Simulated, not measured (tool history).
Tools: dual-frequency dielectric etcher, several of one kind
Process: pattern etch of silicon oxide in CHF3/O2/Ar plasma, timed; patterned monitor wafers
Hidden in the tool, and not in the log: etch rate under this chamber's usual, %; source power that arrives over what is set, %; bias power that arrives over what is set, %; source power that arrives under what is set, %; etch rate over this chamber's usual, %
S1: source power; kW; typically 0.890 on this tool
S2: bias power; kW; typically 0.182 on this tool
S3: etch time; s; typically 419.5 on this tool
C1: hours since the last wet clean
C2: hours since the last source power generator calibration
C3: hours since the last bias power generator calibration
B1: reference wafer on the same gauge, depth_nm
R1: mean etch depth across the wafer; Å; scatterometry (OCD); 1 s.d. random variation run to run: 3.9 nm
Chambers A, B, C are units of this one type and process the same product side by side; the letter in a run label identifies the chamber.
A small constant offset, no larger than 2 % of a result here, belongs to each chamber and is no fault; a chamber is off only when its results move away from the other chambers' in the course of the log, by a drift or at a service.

run	hour	S1	S2	S3	C1	C2	C3	B1	R1
1B	3.5	0.890	0.182	419.5	163.6	2377.9	900.6	1005.0	9615.8
2C	7.1	0.890	0.182	419.5	38.3	1758.3	955.5	1005.2	9439.6
3A	11.6	0.890	0.182	419.5	247.1	2639.6	1998.6	1004.4	9802.5
4B	16.0	0.890	0.182	419.5	176.1	2390.4	913.1	1004.8	9564.6
5A	18.9	0.890	0.182	419.5	254.4	2646.9	2005.9	1005.5	9810.2
6C	23.3	0.890	0.182	419.5	54.5	1774.5	971.7	1005.5	9501.9
7B	25.5	0.890	0.182	419.5	185.6	2399.9	922.6	1005.8	9646.6
8A	29.9	0.890	0.182	419.5	265.4	2657.9	2016.9	1004.6	9869.7
9C	34.8	0.890	0.182	419.5	66.0	1786.0	983.2	1004.8	9503.7
10A	37.5	0.890	0.182	419.5	273.0	2665.5	2024.5	1004.2	9796.9
11B	41.6	0.890	0.182	419.5	201.7	2416.0	938.7	1006.3	9537.4
12C	44.4	0.890	0.182	419.5	75.6	1795.6	992.8	1005.0	9530.8
13B	47.8	0.890	0.182	419.5	207.9	2422.2	944.9	1005.2	9509.6
14A	51.1	0.890	0.182	419.5	286.6	2679.1	2038.1	1005.7	9810.7
15C	55.5	0.890	0.182	419.5	86.7	1806.7	1003.9	1004.7	9433.8
16C	58.6	0.890	0.182	419.5	89.8	1809.8	1007.0	1006.0	9480.1
17B	62.2	0.890	0.182	419.5	222.3	2436.6	959.3	1004.9	9582.2
18A	64.7	0.890	0.182	419.5	300.2	2692.7	2051.7	1004.8	9823.4
19A	68.7	0.890	0.182	419.5	304.2	2696.7	2055.7	1005.5	9792.5
20C	73.5	0.890	0.182	419.5	104.7	1824.7	1021.9	1006.3	9489.3
21B	76.0	0.890	0.182	419.5	236.1	2450.4	973.1	1006.0	9469.7
22C	80.7	0.890	0.165	419.5	111.9	1831.9	1029.1	1004.7	9180.2
23B	84.1	0.890	0.165	419.5	244.2	2458.5	981.2	1004.2	9262.5
24A	89.1	0.890	0.165	419.5	324.6	2717.1	2076.1	1005.7	9499.6
25C	92.1	0.890	0.182	419.5	123.3	1843.3	1040.5	1004.1	9567.6
26B	96.0	0.890	0.182	419.5	256.1	2470.4	993.1	1004.9	9407.0
27A	100.3	0.890	0.182	419.5	335.8	2728.3	2087.3	1005.2	9827.2
28C	104.8	0.890	0.182	419.5	136.0	1856.0	1053.2	1004.7	9496.9
29B	109.9	0.890	0.182	419.5	270.0	2484.3	1007.0	1004.5	9354.0
30A	113.7	0.890	0.182	419.5	349.2	2741.7	2100.7	1004.5	9796.7
31C	116.6	0.890	0.182	419.5	147.8	1867.8	1065.0	1004.6	9572.0

Does one chamber stand apart from the rest, does the shared gauge drift, or is all well apart from small per-chamber offsets? Give the chamber and the most likely cause, where there is one.

Little by little, chamber B moves away from the other chambers.
Cause: etch rate under this chamber's usual, % = 2.93.

Chamber B could run next with any of the 4 candidate recipes listed below; each alters the usual settings, and their results appear as question marks. Which one brings its results back in line with what the other chambers deliver on the usual settings?
In line here means within this much of the mean the other chambers give on the usual settings: R1 140.0 Å
32B-1	120.3	0.900	0.184	443.0					?
32B-2	120.3	0.880	0.180	396.0					?
32B-3	120.3	0.940	0.191	419.5					?
32B-4	120.3	0.810	0.182	419.5					?

The mean the other chambers reach with the usual settings: R1 9658.3 Å
run	R1
32B-1	9901.5
32B-2	8711.3
32B-3	9653.1
32B-4	8973.2
The right change is 32B-3: it brings the chamber back within the allowed miss of the others.

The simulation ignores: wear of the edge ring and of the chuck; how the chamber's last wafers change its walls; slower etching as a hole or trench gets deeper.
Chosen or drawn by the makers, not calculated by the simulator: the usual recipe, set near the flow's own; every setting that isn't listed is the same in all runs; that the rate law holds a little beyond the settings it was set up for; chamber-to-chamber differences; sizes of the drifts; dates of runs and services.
